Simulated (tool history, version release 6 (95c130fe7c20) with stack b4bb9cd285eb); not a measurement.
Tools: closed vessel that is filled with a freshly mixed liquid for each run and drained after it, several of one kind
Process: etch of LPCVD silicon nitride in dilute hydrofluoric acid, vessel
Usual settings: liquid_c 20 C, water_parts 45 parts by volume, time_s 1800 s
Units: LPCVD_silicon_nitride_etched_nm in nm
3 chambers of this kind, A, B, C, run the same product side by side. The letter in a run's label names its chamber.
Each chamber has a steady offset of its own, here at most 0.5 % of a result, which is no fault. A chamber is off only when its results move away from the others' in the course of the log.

run    day  liquid_c  water_parts  time_s  read-back film thickness of the LPCVD silicon nitride reference wafer, read on the same gauge (nm)  LPCVD_silicon_nitride_etched_nm
 1B  0.238        20           45    1800                                                                                              70.004                           14.464
 2A  0.492        20           45    1800                                                                                              70.061                           14.477
 3C  0.675        20           45    1800                                                                                              69.997                           14.394
 4B  0.929        20           45    1800                                                                                              69.993                           14.306
 5C  1.167        20           45    1800                                                                                              69.989                           14.354
 6A  1.504        17           45    1800                                                                                              69.984                            11.74
 7C  1.729        17           45    1800                                                                                              70.006                           11.792
 8A  2.079        17           45    1800                                                                                              70.025                           11.732
 9B  2.325        20           45    1800                                                                                              69.978                           14.436
10B  2.608        20           45    1800                                                                                              69.981                           14.362
11A  2.929        20           45    1800                                                                                              69.977                            14.19
12C  3.162        20           45    1800                                                                                              70.024                           14.501
13A  3.338        20           45    1800                                                                                              69.991                           14.163
14B  3.533        20           45    1800                                                                                              69.943                           14.486
15C  3.808        20           45    1800                                                                                               70.01                            14.35
16A  3.983        20           45    1800                                                                                              69.977                           14.248
17B   4.25        20           45    1800                                                                                              70.029                           14.378
18C  4.575        20           45    1800                                                                                              69.981                            14.54
       4.8  -- chamber B: hydrofluoric acid flow meter replaced
19A  4.908        20           45    1800                                                                                               70.03                           14.159
20C  5.121        20           45    1800                                                                                              69.969                           14.555
21B  5.321        20           45    1800                                                                                              69.979                           14.539
22C  5.642        20           45    1800                                                                                              70.036                           14.471
23B  5.925        20           45    1800                                                                                              69.983                           14.534
24A  6.233        20           45    1800                                                                                              70.015                           14.078
25B  6.433        20           45    1800                                                                                              69.984                           14.338
26C  6.662        20           45    1800                                                                                              69.967                           14.479
27A  6.942        20           45    1800                                                                                              69.995                           14.005
28B  7.142        20           45    1800                                                                                              69.968                           14.419
29C  7.371        20           45    1800                                                                                              70.038                           14.532
30A  7.558        20           45    1800                                                                                              70.008                           13.862
31A  7.912        20           45    1800                                                                                              69.996                           13.923
32B  8.158        20           45    1800                                                                                              70.006                           14.512
33C  8.333        20           45    1800                                                                                              69.973                           14.288
34A  8.533        20           45    1800                                                                                              70.007                           13.837

All 3 chambers run these settings next. Forecast each chamber's results:
35A  8.788        20           25    1800                                                                                                                                    ?
35B  8.788        20           25    1800                                                                                                                                    ?
35C  8.788        20           25    1800                                                                                                                                    ?

run  LPCVD_silicon_nitride_etched_nm
35A                           23.994
35B                           25.239
35C                           25.438
